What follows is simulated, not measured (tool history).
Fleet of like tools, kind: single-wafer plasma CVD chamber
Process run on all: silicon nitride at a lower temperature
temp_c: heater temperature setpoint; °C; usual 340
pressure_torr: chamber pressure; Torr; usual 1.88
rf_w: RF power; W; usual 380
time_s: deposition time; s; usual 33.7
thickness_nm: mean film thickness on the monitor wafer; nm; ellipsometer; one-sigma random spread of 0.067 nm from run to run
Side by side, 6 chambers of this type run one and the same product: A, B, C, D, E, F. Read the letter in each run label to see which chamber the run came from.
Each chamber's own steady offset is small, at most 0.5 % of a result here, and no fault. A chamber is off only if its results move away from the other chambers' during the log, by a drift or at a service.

run   hour  temp_c  pressure_torr  rf_w  time_s  hours since the last thermocouple change  hours since the last RF generator calibration  hours since the last manometer calibration  read-back reference wafer on the same gauge, thickness_nm  thickness_nm
 1D    6.8     340           1.88   380    33.7                                    1311.1                                         1356.6                                      1540.3                                                     43.706         48.11
 2E   15.7     340           1.88   380    33.7                                     657.7                                           1105                                      1344.2                                                     43.706        48.449
 3A   26.9     340           1.88   380    33.7                                        52                                           1192                                       623.8                                                     43.723        48.461
 4C   33.1     340           1.88   380    33.7                                    1250.3                                            441                                      2225.6                                                     43.736        48.321
 5B   43.1     340           1.47   380    33.7                                    1434.7                                          803.9                                       153.4                                                     43.723         45.45
 6F   50.9     340           1.47   380    33.7                                     728.1                                          130.1                                       643.1                                                     43.734        45.332
 7C   57.7     340           1.47   380    33.7                                    1274.9                                          465.6                                      2250.2                                                     43.734        44.973
 8B   69.6     340           1.47   380    33.7                                    1461.2                                          830.4                                       179.9                                                     43.753        45.445
 9F     75     340           1.47   380    33.7                                     752.2                                          154.2                                       667.2                                                     43.748        45.427
10A   85.2     340           1.47   380    33.7                                     110.3                                         1250.3                                       682.1                                                     43.765        45.253
11D   93.2     340           1.88   380    33.7                                    1397.5                                           1443                                      1626.7                                                     43.763         48.39
12E   98.7     340           1.88   380    33.7                                     740.7                                           1188                                      1427.2                                                     43.768        48.488
13D  110.5     340           1.88   380    33.7                                    1414.8                                         1460.3                                        1644                                                     43.764        48.383
14A  118.8     340           1.88   380    33.7                                     143.9                                         1283.9                                       715.7                                                     43.765        48.439
     128.1  -- chamber B: RF generator calibrated
15C  128.3     340           1.88   380    33.7                                    1345.5                                          536.2                                      2320.8                                                     43.775        48.449
16B  136.6     340           1.88   380    33.7                                    1528.2                                            8.6                                       246.9                                                     43.785        48.813
17F  146.3     340           1.88   380    33.7                                     823.5                                          225.5                                       738.5                                                     43.794         48.79
18E  152.5     329           1.88   340    33.7                                     794.5                                         1241.8                                        1481                                                     43.812        45.546
19A  164.2     329           1.88   340    33.7                                     189.3                                         1329.3                                       761.1                                                     43.799        45.388
20B    171     329           1.88   340    33.7                                    1562.6                                             43                                       281.3                                                     43.821        45.656
21D  181.8     329           1.88   340    33.7                                    1486.1                                         1531.6                                      1715.3                                                     43.817        45.297
22F  188.6     329           1.88   340    33.7                                     865.8                                          267.8                                       780.8                                                      43.81        45.582
23C  197.9     329           1.88   340    33.7                                    1415.1                                          605.8                                      2390.4                                                     43.835        45.381
24E  209.8     340           1.88   380    33.7                                     851.8                                         1299.1                                      1538.3                                                     43.824        48.699
25B  220.7     340           1.88   380    33.7                                    1612.3                                           92.7                                         331                                                      43.84        48.731
26F  232.7     340           1.88   380    33.7                                     909.9                                          311.9                                       824.9                                                     43.853        48.838
27C  244.8     340           1.88   445    33.7                                      1462                                          652.7                                      2437.3                                                     43.862        53.178
28D  250.7     340           1.88   445    33.7                                      1555                                         1600.5                                      1784.2                                                     43.867        53.213
29E  257.7     340           1.88   445    33.7                                     899.7                                           1347                                      1586.2                                                     43.861        53.535
30A  266.6     340           1.88   445    33.7                                     291.7                                         1431.7                                       863.5                                                     43.872         53.54
31D  275.9     340           1.88   445    33.7                                    1580.2                                         1625.7                                      1809.4                                                     43.879        53.241
32A  281.3     340           1.88   445    33.7                                     306.4                                         1446.4                                       878.2                                                     43.887         53.36
33F    287     340           1.65   405    33.7                                     964.2                                          366.2                                       879.2                                                     43.878        49.018
     293.8  -- chamber B: thermocouple changed; heater temperature recalibrated
34C  297.2     340           1.65   405    33.7                                    1514.4                                          705.1                                      2489.7                                                     43.886        48.523
35B  303.2     340           1.65   405    33.7                                       9.5                                          175.2                                       413.5                                                     43.898        49.034
36E    311     340           1.65   405    33.7                                       953                                         1400.3                                      1639.5                                                     43.915        48.997
37C  322.7     340           1.65   405    33.7                                    1539.9                                          730.6                                      2515.2                                                     43.925         48.72
38B  328.3     340           1.65   405    33.7                                      34.6                                          200.3                                       438.6                                                     43.918        49.061
39D  335.6     340           1.88   380    33.7                                    1639.9                                         1685.4                                      1869.1                                                     43.931        48.488
40F  347.7     340           1.88   380    33.7                                    1024.9                                          426.9                                       939.9                                                     43.919        48.803
41A  357.3     340           1.88   380    33.7                                     382.4                                         1522.4                                       954.2                                                     43.936        48.566
42E  367.9     340           1.88   380    33.7                                    1009.9                                         1457.2                                      1696.4                                                     43.948        48.782
43D  375.1     340           1.88   380    33.7                                    1679.4                                         1724.9                                      1908.6                                                     43.936        48.575

One chamber off, gauge drift, or nothing amiss beyond the chambers' own small offsets? If it is a chamber, which one, and what is the likeliest cause?

The shared gauge is drifting. All chambers look as if they move in step, but none is off.
Likeliest cause: gauge reads high (%) = 0.57.
